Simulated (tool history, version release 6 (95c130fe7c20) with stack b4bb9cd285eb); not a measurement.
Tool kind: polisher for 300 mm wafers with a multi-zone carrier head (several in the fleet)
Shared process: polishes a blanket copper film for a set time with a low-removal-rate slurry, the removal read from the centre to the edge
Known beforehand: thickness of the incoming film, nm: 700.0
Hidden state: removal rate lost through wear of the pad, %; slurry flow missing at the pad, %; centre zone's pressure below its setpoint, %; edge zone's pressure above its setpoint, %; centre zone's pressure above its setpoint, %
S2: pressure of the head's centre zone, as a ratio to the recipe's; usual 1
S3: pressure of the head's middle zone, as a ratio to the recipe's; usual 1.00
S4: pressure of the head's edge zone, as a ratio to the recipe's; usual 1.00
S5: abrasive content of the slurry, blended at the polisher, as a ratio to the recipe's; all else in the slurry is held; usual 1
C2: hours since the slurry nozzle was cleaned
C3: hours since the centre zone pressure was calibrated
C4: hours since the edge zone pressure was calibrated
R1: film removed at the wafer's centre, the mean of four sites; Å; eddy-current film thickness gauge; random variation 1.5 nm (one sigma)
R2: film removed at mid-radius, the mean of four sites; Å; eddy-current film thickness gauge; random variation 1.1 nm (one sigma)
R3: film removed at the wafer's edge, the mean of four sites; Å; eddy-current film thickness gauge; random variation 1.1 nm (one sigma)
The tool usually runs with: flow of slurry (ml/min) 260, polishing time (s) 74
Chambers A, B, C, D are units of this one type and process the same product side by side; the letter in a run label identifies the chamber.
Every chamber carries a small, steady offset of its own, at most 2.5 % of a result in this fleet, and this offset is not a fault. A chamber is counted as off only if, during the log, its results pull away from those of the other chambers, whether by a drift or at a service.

-- hour=2.8 chamber B: worn pad replaced by a new one
run 1A hour=6.3 | flow_of_slurry_(ml/min)=260 S2=1 S3=1.00 S4=1.00 S5=1 polishing_time_(s)=74 | wafers_polished_on_this_pad=118 C2=254.4 C3=119.3 C4=151.8 | R1=1119.9 R2=1117.1 R3=1146.1
run 2D hour=18.1 | flow_of_slurry_(ml/min)=260 S2=1 S3=1.00 S4=1.00 S5=1 polishing_time_(s)=74 | wafers_polished_on_this_pad=236 C2=404.4 C3=107.3 C4=57.0 | R1=1105.6 R2=1110.4 R3=1121.8
run 3C hour=29.8 | flow_of_slurry_(ml/min)=260 S2=1 S3=1.00 S4=1.00 S5=1 polishing_time_(s)=74 | wafers_polished_on_this_pad=1070 C2=501.7 C3=502.0 C4=243.0 | R1=1105.0 R2=1121.7 R3=1113.4
-- hour=31.7 chamber C: worn pad replaced by a new one
run 4B hour=43.2 | flow_of_slurry_(ml/min)=260 S2=1 S3=1.00 S4=1.00 S5=1 polishing_time_(s)=74 | wafers_polished_on_this_pad=456 C2=481.1 C3=778.2 C4=475.6 | R1=1097.3 R2=1093.4 R3=1117.6
run 5C hour=52.2 | flow_of_slurry_(ml/min)=260 S2=1 S3=1.00 S4=1.00 S5=1 polishing_time_(s)=74 | wafers_polished_on_this_pad=231 C2=524.1 C3=524.4 C4=265.4 | R1=1102.5 R2=1133.7 R3=1112.8
run 6B hour=58.8 | flow_of_slurry_(ml/min)=260 S2=1 S3=1.00 S4=1.00 S5=1 polishing_time_(s)=74 | wafers_polished_on_this_pad=632 C2=496.7 C3=793.8 C4=491.2 | R1=1123.0 R2=1102.6 R3=1152.5
run 7A hour=64.8 | flow_of_slurry_(ml/min)=260 S2=1 S3=0.96 S4=1.06 S5=1 polishing_time_(s)=74 | wafers_polished_on_this_pad=778 C2=312.9 C3=177.8 C4=210.3 | R1=1090.9 R2=1067.0 R3=1167.3
-- hour=72.2 chamber D: worn pad replaced by a new one
run 8D hour=72.5 | flow_of_slurry_(ml/min)=260 S2=1 S3=0.96 S4=1.06 S5=1 polishing_time_(s)=74 | wafers_polished_on_this_pad=3 C2=458.8 C3=161.7 C4=111.4 | R1=1114.0 R2=1057.9 R3=1155.0
run 9A hour=81.6 | flow_of_slurry_(ml/min)=260 S2=1 S3=0.96 S4=1.06 S5=1 polishing_time_(s)=74 | wafers_polished_on_this_pad=968 C2=329.7 C3=194.6 C4=227.1 | R1=1122.1 R2=1056.4 R3=1148.3
run 10C hour=90.1 | flow_of_slurry_(ml/min)=260 S2=1 S3=0.96 S4=1.06 S5=1 polishing_time_(s)=74 | wafers_polished_on_this_pad=659 C2=562.0 C3=562.3 C4=303.3 | R1=1115.3 R2=1089.9 R3=1145.4
run 11D hour=97.3 | flow_of_slurry_(ml/min)=260 S2=1 S3=1.00 S4=1.00 S5=1 polishing_time_(s)=74 | wafers_polished_on_this_pad=283 C2=483.6 C3=186.5 C4=136.2 | R1=1129.5 R2=1122.4 R3=1130.8
run 12B hour=108.8 | flow_of_slurry_(ml/min)=260 S2=1 S3=1.10 S4=1.00 S5=1 polishing_time_(s)=74 | wafers_polished_on_this_pad=1196 C2=546.7 C3=843.8 C4=541.2 | R1=1107.4 R2=1218.5 R3=1136.1
-- hour=114.5 chamber A: worn pad replaced by a new one
-- hour=115.0 chamber B: worn pad replaced by a new one
run 13B hour=121.9 | flow_of_slurry_(ml/min)=260 S2=1 S3=1.10 S4=1.00 S5=1 polishing_time_(s)=74 | wafers_polished_on_this_pad=78 C2=559.8 C3=856.9 C4=554.3 | R1=1107.0 R2=1195.4 R3=1156.2
-- hour=122.3 chamber C: worn pad replaced by a new one
run 14D hour=128.5 | flow_of_slurry_(ml/min)=260 S2=1 S3=1.10 S4=1.00 S5=1 polishing_time_(s)=74 | wafers_polished_on_this_pad=635 C2=514.8 C3=217.7 C4=167.4 | R1=1116.0 R2=1210.2 R3=1115.0
run 15A hour=140.7 | flow_of_slurry_(ml/min)=260 S2=1 S3=1.10 S4=1.00 S5=1 polishing_time_(s)=74 | wafers_polished_on_this_pad=296 C2=388.8 C3=253.7 C4=286.2 | R1=1112.8 R2=1203.7 R3=1129.0
-- hour=142.1 chamber D: worn pad replaced by a new one
-- hour=149.1 chamber C: slurry nozzle cleaned
run 16C hour=154.1 | flow_of_slurry_(ml/min)=260 S2=1 S3=1.00 S4=1.00 S5=1 polishing_time_(s)=74 | wafers_polished_on_this_pad=359 C2=5.0 C3=626.3 C4=367.3 | R1=1084.6 R2=1111.5 R3=1111.8
run 17B hour=166.0 | flow_of_slurry_(ml/min)=260 S2=1 S3=1.00 S4=1.00 S5=1 polishing_time_(s)=74 | wafers_polished_on_this_pad=576 C2=603.9 C3=901.0 C4=598.4 | R1=1111.9 R2=1108.9 R3=1153.9
run 18D hour=179.6 | flow_of_slurry_(ml/min)=260 S2=1 S3=1.00 S4=1.00 S5=1 polishing_time_(s)=74 | wafers_polished_on_this_pad=423 C2=565.9 C3=268.8 C4=218.5 | R1=1140.4 R2=1123.6 R3=1108.4
run 19C hour=190.3 | flow_of_slurry_(ml/min)=260 S2=1 S3=1.00 S4=1.00 S5=1 polishing_time_(s)=74 | wafers_polished_on_this_pad=768 C2=41.2 C3=662.5 C4=403.5 | R1=1078.3 R2=1115.9 R3=1102.8
-- hour=191.5 chamber B: edge zone pressure recalibrated
run 20A hour=200.1 | flow_of_slurry_(ml/min)=260 S2=1 S3=1.00 S4=1.00 S5=1 polishing_time_(s)=74 | wafers_polished_on_this_pad=966 C2=448.2 C3=313.1 C4=345.6 | R1=1129.7 R2=1124.3 R3=1125.0
run 21D hour=207.1 | flow_of_slurry_(ml/min)=260 S2=1 S3=1.00 S4=1.00 S5=1 polishing_time_(s)=74 | wafers_polished_on_this_pad=733 C2=593.4 C3=296.3 C4=246.0 | R1=1101.9 R2=1119.1 R3=1135.7
run 22A hour=219.6 | flow_of_slurry_(ml/min)=260 S2=1 S3=1.00 S4=1.00 S5=1 polishing_time_(s)=74 | wafers_polished_on_this_pad=1186 C2=467.7 C3=332.6 C4=365.1 | R1=1126.3 R2=1113.5 R3=1145.9
-- hour=222.2 chamber C: worn pad replaced by a new one
-- hour=223.7 chamber D: worn pad replaced by a new one
run 23C hour=229.1 | flow_of_slurry_(ml/min)=260 S2=1 S3=1.00 S4=1.00 S5=1 polishing_time_(s)=74 | wafers_polished_on_this_pad=78 C2=80.0 C3=701.3 C4=442.3 | R1=1066.5 R2=1125.0 R3=1105.8
-- hour=240.1 chamber B: worn pad replaced by a new one
run 24B hour=242.8 | flow_of_slurry_(ml/min)=260 S2=1 S3=1.00 S4=1.00 S5=1 polishing_time_(s)=74 | wafers_polished_on_this_pad=31 C2=680.7 C3=977.8 C4=51.3 | R1=1106.5 R2=1108.0 R3=1123.0
-- hour=247.0 chamber A: worn pad replaced by a new one
run 25A hour=250.4 | flow_of_slurry_(ml/min)=260 S2=1 S3=1.00 S4=1.00 S5=1 polishing_time_(s)=74 | wafers_polished_on_this_pad=38 C2=498.5 C3=363.4 C4=395.9 | R1=1111.5 R2=1114.0 R3=1148.8
run 26D hour=262.7 | flow_of_slurry_(ml/min)=260 S2=1 S3=1.00 S4=1.00 S5=1 polishing_time_(s)=74 | wafers_polished_on_this_pad=440 C2=649.0 C3=351.9 C4=301.6 | R1=1114.9 R2=1109.9 R3=1137.9
run 27C hour=275.8 | flow_of_slurry_(ml/min)=260 S2=1 S3=1.00 S4=1.00 S5=1 polishing_time_(s)=74 | wafers_polished_on_this_pad=605 C2=126.7 C3=748.0 C4=489.0 | R1=1043.7 R2=1132.7 R3=1122.5
-- hour=281.7 chamber B: slurry nozzle cleaned
run 28B hour=286.7 | flow_of_slurry_(ml/min)=260 S2=1 S3=1.00 S4=1.00 S5=1 polishing_time_(s)=74 | wafers_polished_on_this_pad=526 C2=5.1 C3=1021.7 C4=95.2 | R1=1099.6 R2=1103.1 R3=1136.1
-- hour=288.2 chamber B: centre zone pressure recalibrated
run 29B hour=295.9 | flow_of_slurry_(ml/min)=260 S2=1 S3=1.00 S4=1.00 S5=1 polishing_time_(s)=74 | wafers_polished_on_this_pad=630 C2=14.3 C3=7.8 C4=104.4 | R1=1125.5 R2=1099.1 R3=1138.5
-- hour=299.5 chamber C: worn pad replaced by a new one
run 30D hour=303.9 | flow_of_slurry_(ml/min)=260 S2=1 S3=1.00 S4=1.00 S5=1 polishing_time_(s)=74 | wafers_polished_on_this_pad=905 C2=690.2 C3=393.1 C4=342.8 | R1=1143.7 R2=1120.1 R3=1132.6
-- hour=304.2 chamber D: worn pad replaced by a new one
-- hour=316.1 chamber A: centre zone pressure recalibrated
run 31A hour=316.1 | flow_of_slurry_(ml/min)=260 S2=1 S3=1.00 S4=1.00 S5=1 polishing_time_(s)=74 | wafers_polished_on_this_pad=780 C2=564.2 C3=0.1 C4=461.6 | R1=1107.8 R2=1123.2 R3=1133.3
run 32C hour=322.8 | flow_of_slurry_(ml/min)=260 S2=1 S3=1.00 S4=1.00 S5=1 polishing_time_(s)=74 | wafers_polished_on_this_pad=263 C2=173.7 C3=795.0 C4=536.0 | R1=1005.8 R2=1120.0 R3=1125.2
run 33D hour=333.6 | flow_of_slurry_(ml/min)=260 S2=1 S3=1.00 S4=1.00 S5=1 polishing_time_(s)=74 | wafers_polished_on_this_pad=332 C2=719.9 C3=422.8 C4=372.5 | R1=1112.7 R2=1103.7 R3=1105.8
-- hour=338.4 chamber B: worn pad replaced by a new one
run 34B hour=343.1 | flow_of_slurry_(ml/min)=260 S2=1 S3=1.00 S4=1.00 S5=1 polishing_time_(s)=74 | wafers_polished_on_this_pad=53 C2=61.5 C3=55.0 C4=151.6 | R1=1110.9 R2=1110.8 R3=1148.8
run 35C hour=350.4 | flow_of_slurry_(ml/min)=260 S2=1 S3=1.00 S4=1.00 S5=1 polishing_time_(s)=74 | wafers_polished_on_this_pad=575 C2=201.3 C3=822.6 C4=563.6 | R1=1012.3 R2=1105.3 R3=1096.9

Is one chamber out of step, is the gauge drifting, or do the chambers differ by no more than their own small offsets? For an off chamber, give its letter and the likeliest cause.

Little by little, chamber C moves away from the other chambers.
Cause: centre zone's pressure below its setpoint, % = 9.66.

Below are 4 candidate recipes for chamber C's next run, each the usual settings with a change, their results shown as question marks. Which of them brings C's results back in line with what the other chambers give on the usual settings?
In-line tolerance around the mean of the other chambers on the usual settings: R1 51.00 Å; R2 37.0 Å; R3 38.0 Å
run 36C-1 hour=360.4 | flow_of_slurry_(ml/min)=255 S2=0.92 S3=1.04 S4=1.02 S5=1 polishing_time_(s)=73 | R1=? R2=? R3=?
run 36C-2 hour=360.4 | flow_of_slurry_(ml/min)=270 S2=1.16 S3=0.93 S4=0.97 S5=1 polishing_time_(s)=77 | R1=? R2=? R3=?
run 36C-3 hour=360.4 | flow_of_slurry_(ml/min)=265 S2=1.08 S3=0.96 S4=0.98 S5=1 polishing_time_(s)=75 | R1=? R2=? R3=?
run 36C-4 hour=360.4 | flow_of_slurry_(ml/min)=250 S2=0.86 S3=1.07 S4=1.03 S5=1 polishing_time_(s)=71 | R1=? R2=? R3=?

Mean of the other chambers on the usual settings: R1 1121.20 Å; R2 1110.2 Å; R3 1127.1 Å
run=36C-1 R1=899.04 R2=1142.7 R3=1107.7
run=36C-2 R1=1227.50 R2=1093.9 R3=1144.8
run=36C-3 R1=1104.70 R2=1094.9 R3=1118.9
run=36C-4 R1=809.92 R2=1138.6 R3=1080.7
The right change is 36C-3: it brings the chamber back within the allowed miss of the others.
